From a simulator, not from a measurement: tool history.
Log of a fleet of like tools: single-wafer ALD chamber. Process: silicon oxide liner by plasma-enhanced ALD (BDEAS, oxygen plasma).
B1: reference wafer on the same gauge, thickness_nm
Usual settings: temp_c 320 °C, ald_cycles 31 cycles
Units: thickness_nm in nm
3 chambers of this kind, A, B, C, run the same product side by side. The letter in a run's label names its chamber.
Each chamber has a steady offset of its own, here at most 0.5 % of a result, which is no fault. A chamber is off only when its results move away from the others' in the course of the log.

Run 1A, day 0.238: usual settings; B1 2.501. Result: thickness_nm 2.7912 nm.
Run 2B, day 0.55: usual settings; B1 2.5004. Result: thickness_nm 2.812 nm.
Run 3C, day 0.808: usual settings; B1 2.4983. Result: thickness_nm 2.8245 nm.
Run 4C, day 1.158: usual settings; B1 2.4992. Result: thickness_nm 2.8195 nm.
Run 5A, day 1.338: usual settings; B1 2.4987. Result: thickness_nm 2.7912 nm.
Run 6B, day 1.558: usual settings; B1 2.5. Result: thickness_nm 2.8065 nm.
Run 7C, day 1.892: usual settings; B1 2.5003. Result: thickness_nm 2.8093 nm.
Run 8A, day 2.233: usual settings but temp_c 331 °C; B1 2.5. Result: thickness_nm 2.7472 nm.
Run 9B, day 2.404: usual settings but temp_c 331 °C; B1 2.5006. Result: thickness_nm 2.7637 nm.
Run 10A, day 2.671: usual settings but temp_c 331 °C; B1 2.5003. Result: thickness_nm 2.7602 nm.
Run 11C, day 2.879: usual settings but temp_c 326 °C; B1 2.5004. Result: thickness_nm 2.7912 nm.
Run 12B, day 3.208: usual settings but temp_c 326 °C; B1 2.5017. Result: thickness_nm 2.7826 nm.
Run 13A, day 3.583: usual settings but temp_c 326 °C; B1 2.4986. Result: thickness_nm 2.7601 nm.
Run 14C, day 3.846: usual settings; B1 2.4986. Result: thickness_nm 2.8053 nm.
Run 15B, day 4.104: usual settings; B1 2.4991. Result: thickness_nm 2.8057 nm.
Run 16B, day 4.408: usual settings; B1 2.4983. Result: thickness_nm 2.8009 nm.
Run 17C, day 4.75: usual settings; B1 2.4996. Result: thickness_nm 2.8131 nm.
Run 18A, day 4.962: usual settings; B1 2.4981. Result: thickness_nm 2.792 nm.
Run 19A, day 5.275: usual settings; B1 2.5003. Result: thickness_nm 2.8002 nm.
Run 20C, day 5.542: usual settings; B1 2.5012. Result: thickness_nm 2.8134 nm.
Run 21B, day 5.771: usual settings; B1 2.5011. Result: thickness_nm 2.8148 nm.
Run 22C, day 6.121: usual settings; B1 2.5006. Result: thickness_nm 2.8115 nm.
Run 23A, day 6.3: usual settings; B1 2.5005. Result: thickness_nm 2.7996 nm.
Run 24B, day 6.475: usual settings but ald_cycles 34 cycles; B1 2.5016. Result: thickness_nm 3.0753 nm.
Run 25C, day 6.667: usual settings but ald_cycles 34 cycles; B1 2.5006. Result: thickness_nm 3.0986 nm.
Run 26B, day 6.896: usual settings but ald_cycles 34 cycles; B1 2.4987. Result: thickness_nm 3.0756 nm.
Run 27A, day 7.262: usual settings; B1 2.4972. Result: thickness_nm 2.7885 nm.
Run 28C, day 7.542: usual settings; B1 2.5002. Result: thickness_nm 2.8199 nm.
Run 29A, day 7.838: usual settings; B1 2.4995. Result: thickness_nm 2.7935 nm.
Run 30B, day 8.092: usual settings; B1 2.5008. Result: thickness_nm 2.815 nm.
Run 31A, day 8.396: usual settings; B1 2.4986. Result: thickness_nm 2.7903 nm.
Run 32B, day 8.767: usual settings; B1 2.5011. Result: thickness_nm 2.8064 nm.
Run 33C, day 8.962: usual settings; B1 2.5011. Result: thickness_nm 2.8109 nm.
Run 34A, day 9.308: usual settings but temp_c 330 °C, ald_cycles 33 cycles; B1 2.5. Result: thickness_nm 2.9271 nm.
Run 35B, day 9.504: usual settings but temp_c 330 °C, ald_cycles 33 cycles; B1 2.5005. Result: thickness_nm 2.9374 nm.
Run 36C, day 9.692: usual settings but temp_c 330 °C, ald_cycles 33 cycles; B1 2.4983. Result: thickness_nm 2.9514 nm.
Run 37C, day 10.042: usual settings; B1 2.4996. Result: thickness_nm 2.8019 nm.
Run 38B, day 10.308: usual settings; B1 2.5013. Result: thickness_nm 2.7966 nm.
Run 39A, day 10.621: usual settings; B1 2.5014. Result: thickness_nm 2.7848 nm.
Run 40B, day 11: usual settings; B1 2.5013. Result: thickness_nm 2.797 nm.
Run 41C, day 11.254: usual settings but temp_c 326 °C, ald_cycles 29 cycles; B1 2.499. Result: thickness_nm 2.6118 nm.
Run 42A, day 11.504: usual settings but temp_c 326 °C, ald_cycles 29 cycles; B1 2.5001. Result: thickness_nm 2.58 nm.
Run 43C, day 11.738: usual settings but temp_c 326 °C, ald_cycles 29 cycles; B1 2.4997. Result: thickness_nm 2.6123 nm.
Run 44B, day 12.092: usual settings; B1 2.5004. Result: thickness_nm 2.8135 nm.

Next, every chamber runs the same settings. What will each give?
Run 45A, day 12.367: usual settings. Result: thickness_nm ?.
Run 45B, day 12.367: usual settings. Result: thickness_nm ?.
Run 45C, day 12.367: usual settings. Result: thickness_nm ?.

run  thickness_nm
45A        2.7949
45B        2.8126
45C        2.8163
